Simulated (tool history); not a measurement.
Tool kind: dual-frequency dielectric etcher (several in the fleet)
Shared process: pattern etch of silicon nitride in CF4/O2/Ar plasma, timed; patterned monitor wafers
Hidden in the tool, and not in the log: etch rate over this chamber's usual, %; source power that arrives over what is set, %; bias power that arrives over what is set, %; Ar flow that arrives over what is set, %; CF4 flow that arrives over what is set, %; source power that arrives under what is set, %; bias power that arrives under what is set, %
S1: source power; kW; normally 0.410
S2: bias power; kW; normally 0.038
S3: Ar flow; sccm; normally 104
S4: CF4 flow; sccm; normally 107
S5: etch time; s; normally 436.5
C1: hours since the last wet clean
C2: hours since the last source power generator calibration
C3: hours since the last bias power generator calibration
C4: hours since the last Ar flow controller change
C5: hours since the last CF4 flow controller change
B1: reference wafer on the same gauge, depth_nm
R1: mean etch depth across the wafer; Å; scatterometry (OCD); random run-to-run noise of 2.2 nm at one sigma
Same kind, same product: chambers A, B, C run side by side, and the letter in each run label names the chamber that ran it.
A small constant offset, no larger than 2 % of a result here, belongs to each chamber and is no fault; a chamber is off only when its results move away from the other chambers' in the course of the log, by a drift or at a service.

run,day,S1,S2,S3,S4,S5,C1,C2,C3,C4,C5,B1,R1
1C,0.500,0.410,0.038,104,107,436.5,428.5,2930.6,1527.4,514.1,1373.1,616.85,6456.7
2B,0.929,0.410,0.038,104,107,436.5,368.1,772.8,147.1,1867.3,2796.1,616.99,6315.7
3A,1.238,0.410,0.038,104,107,436.5,566.1,1760.4,951.2,2884.7,4359.8,616.53,6365.8
# day 1.325: chamber C: wet clean of the chamber
4C,1.704,0.410,0.038,104,107,436.5,9.1,2959.5,1556.3,543.0,1402.0,617.79,6436.8
5B,2.046,0.410,0.038,104,107,436.5,394.9,799.6,173.9,1894.1,2822.9,617.15,6294.5
6A,2.408,0.410,0.038,104,107,436.5,594.2,1788.5,979.3,2912.8,4387.9,616.93,6320.3
7A,2.883,0.410,0.038,104,99,436.5,605.6,1799.9,990.7,2924.2,4399.3,616.93,6242.8
8C,3.296,0.410,0.038,104,99,436.5,47.3,2997.7,1594.5,581.2,1440.2,617.18,6363.8
9B,3.625,0.410,0.038,104,99,436.5,432.8,837.5,211.8,1932.0,2860.8,617.28,6236.4
10B,3.867,0.410,0.038,104,107,436.5,438.6,843.3,217.6,1937.8,2866.6,617.14,6307.8
11C,4.296,0.410,0.038,104,107,436.5,71.3,3021.7,1618.5,605.2,1464.2,617.14,6432.6
12A,4.779,0.410,0.038,104,107,436.5,651.1,1845.4,1036.2,2969.7,4444.8,616.76,6389.2
13B,5.012,0.410,0.038,104,107,436.5,466.1,870.8,245.1,1965.3,2894.1,616.77,6313.3
14C,5.508,0.410,0.038,104,107,436.5,100.4,3050.8,1647.6,634.3,1493.3,617.38,6389.5
15A,5.771,0.410,0.038,104,107,436.5,674.9,1869.2,1060.0,2993.5,4468.6,617.46,6340.9
16A,6.217,0.410,0.038,104,107,436.5,685.6,1879.9,1070.7,3004.2,4479.3,617.45,6326.2
17C,6.625,0.410,0.038,104,107,436.5,127.2,3077.6,1674.4,661.1,1520.1,616.23,6419.6
18B,6.871,0.410,0.038,104,107,436.5,510.7,915.4,289.7,2009.9,2938.7,616.85,6340.5
# day 7.096: chamber A: wet clean of the chamber
19B,7.200,0.410,0.038,104,107,436.5,518.6,923.3,297.6,2017.8,2946.6,616.97,6273.7
20A,7.550,0.410,0.038,104,107,436.5,11.0,1911.9,1102.7,3036.2,4511.3,616.72,6328.1
21C,7.804,0.410,0.038,104,107,436.5,155.5,3105.9,1702.7,689.4,1548.4,616.86,6440.0
22A,8.283,0.410,0.038,104,107,436.5,28.6,1929.5,1120.3,3053.8,4528.9,617.35,6334.3
23C,8.712,0.410,0.038,104,107,436.5,177.3,3127.7,1724.5,711.2,1570.2,617.21,6452.4
24B,9.183,0.410,0.038,104,107,436.5,566.2,970.9,345.2,2065.4,2994.2,617.13,6315.1
25A,9.462,0.410,0.038,104,107,436.5,56.9,1957.8,1148.6,3082.1,4557.2,617.13,6320.3
26B,9.825,0.480,0.043,104,107,436.5,581.6,986.3,360.6,2080.8,3009.6,616.78,7541.1
27C,10.150,0.480,0.043,104,107,436.5,211.8,3162.2,1759.0,745.7,1604.7,617.30,7653.8
28C,10.500,0.480,0.043,104,107,436.5,220.2,3170.6,1767.4,754.1,1613.1,617.58,7674.0
29A,10.867,0.410,0.032,104,107,436.5,90.6,1991.5,1182.3,3115.8,4590.9,616.97,5994.6
30B,11.104,0.410,0.032,104,107,436.5,612.3,1017.0,391.3,2111.5,3040.3,616.75,5976.0
31C,11.508,0.410,0.032,104,107,436.5,244.4,3194.8,1791.6,778.3,1637.3,616.61,6044.3
32A,11.838,0.410,0.038,104,107,436.5,113.9,2014.8,1205.6,3139.1,4614.2,617.11,6311.5
33B,12.212,0.410,0.038,104,107,436.5,638.9,1043.6,417.9,2138.1,3066.9,616.80,6324.4
34A,12.496,0.410,0.038,104,107,436.5,129.7,2030.6,1221.4,3154.9,4630.0,616.45,6344.6
35B,12.721,0.410,0.038,104,107,436.5,651.1,1055.8,430.1,2150.3,3079.1,617.65,6316.5
36C,13.112,0.410,0.038,104,107,436.5,282.9,3233.3,1830.1,816.8,1675.8,616.82,6421.1
37C,13.425,0.410,0.038,104,107,436.5,290.4,3240.8,1837.6,824.3,1683.3,617.37,6446.2
38A,13.683,0.410,0.038,96,98,436.5,158.2,2059.1,1249.9,3183.4,4658.5,616.97,6326.3
# day 13.704: chamber B: wet clean of the chamber
39B,13.967,0.410,0.038,96,98,436.5,6.4,1085.7,460.0,2180.2,3109.0,617.01,6319.4
40B,14.350,0.410,0.038,96,98,436.5,15.6,1094.9,469.2,2189.4,3118.2,617.42,6309.4
41C,14.683,0.410,0.038,104,107,436.5,320.6,3271.0,1867.8,854.5,1713.5,616.49,6417.9
42A,15.008,0.410,0.038,104,107,436.5,190.0,2090.9,1281.7,3215.2,4690.3,616.68,6367.5
43A,15.288,0.410,0.038,104,107,436.5,196.7,2097.6,1288.4,3221.9,4697.0,617.24,6323.6

All chambers now run identical settings, listed one chamber a line with results as question marks. What results will each chamber show?
44A,15.646,0.410,0.046,104,107,436.5,,,,,,,?
44B,15.646,0.410,0.046,104,107,436.5,,,,,,,?
44C,15.646,0.410,0.046,104,107,436.5,,,,,,,?

run,R1
44A,6842.6
44B,6787.2
44C,6891.9

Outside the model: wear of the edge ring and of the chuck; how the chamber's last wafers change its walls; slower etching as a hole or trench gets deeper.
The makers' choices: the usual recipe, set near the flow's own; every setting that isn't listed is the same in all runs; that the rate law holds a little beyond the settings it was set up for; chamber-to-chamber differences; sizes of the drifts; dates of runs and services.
